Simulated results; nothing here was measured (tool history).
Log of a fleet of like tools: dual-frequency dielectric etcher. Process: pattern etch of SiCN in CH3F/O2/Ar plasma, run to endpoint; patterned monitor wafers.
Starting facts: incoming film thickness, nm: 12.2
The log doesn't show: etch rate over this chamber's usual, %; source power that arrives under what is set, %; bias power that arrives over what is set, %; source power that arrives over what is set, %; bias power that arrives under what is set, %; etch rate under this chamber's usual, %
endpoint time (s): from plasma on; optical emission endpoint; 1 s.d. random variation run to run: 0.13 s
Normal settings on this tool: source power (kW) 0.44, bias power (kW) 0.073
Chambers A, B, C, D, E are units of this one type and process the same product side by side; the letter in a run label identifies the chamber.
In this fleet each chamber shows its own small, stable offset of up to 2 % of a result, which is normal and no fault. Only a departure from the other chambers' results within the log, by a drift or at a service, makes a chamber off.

run,day,source power (kW),bias power (kW),hours since the last wet clean,hours since the last source power generator calibration,hours since the last bias power generator calibration,endpoint time (s)
1A,0.2,0.44,0.073,528.1,4003.4,1313.4,30.394
2E,0.45,0.44,0.073,565.1,721.5,2341.7,31.168
3C,0.817,0.44,0.073,467.3,2684.5,1378.6,31.169
4B,1.183,0.44,0.073,30.6,2239.8,727.5,31.116
5D,1.383,0.44,0.073,293.5,1274.5,3317.8,30.945
# day 1.388: chamber A: wet clean of the chamber
6E,1.762,0.44,0.073,596.6,753,2373.2,31.413
# day 1.921: chamber E: wet clean of the chamber
7C,1.971,0.44,0.073,495,2712.2,1406.3,30.849
8B,2.288,0.44,0.073,57.1,2266.3,754,31.048
9A,2.504,0.44,0.073,26.9,4058.7,1368.7,30.618
10D,2.721,0.44,0.073,325.6,1306.6,3349.9,30.991
11A,2.958,0.44,0.073,37.8,4069.6,1379.6,30.542
12C,3.333,0.44,0.073,527.7,2744.9,1439,30.865
13E,3.567,0.44,0.073,39.5,796.3,2416.5,31.31
14B,3.808,0.44,0.073,93.6,2302.8,790.5,30.947
# day 3.938: chamber D: wet clean of the chamber
15D,4.033,0.44,0.073,2.3,1338.1,3381.4,29.981
16A,4.3,0.44,0.073,70,4101.8,1411.8,30.634
17D,4.508,0.44,0.073,13.7,1349.5,3392.8,30.31
18B,4.833,0.44,0.073,118.2,2327.4,815.1,31.095
19C,5.196,0.44,0.073,572.4,2789.6,1483.7,31.136
20E,5.442,0.44,0.073,84.5,841.3,2461.5,31.022
21C,5.771,0.44,0.073,586.2,2803.4,1497.5,31.128
22B,6.133,0.44,0.073,149.4,2358.6,846.3,31.224
23A,6.471,0.36,0.066,122.1,4153.9,1463.9,34.464
24E,6.733,0.36,0.066,115.5,872.3,2492.5,35.016
25D,6.996,0.36,0.066,73.4,1409.2,3452.5,33.87
26E,7.321,0.36,0.066,129.6,886.4,2506.6,34.92
27C,7.696,0.36,0.066,632.4,2849.6,1543.7,34.751
28D,8.017,0.44,0.073,97.9,1433.7,3477,30.185
29B,8.288,0.44,0.073,201.1,2410.3,898,31.278
30A,8.596,0.44,0.06,173.1,4204.9,1514.9,32.721

Next, every chamber runs the same settings. What will each give?
31A,8.917,0.44,0.073,,,,?
31B,8.917,0.44,0.073,,,,?
31C,8.917,0.44,0.073,,,,?
31D,8.917,0.44,0.073,,,,?
31E,8.917,0.44,0.073,,,,?

run,endpoint time (s)
31A,30.672
31B,31.089
31C,30.839
31D,29.977
31E,31.24
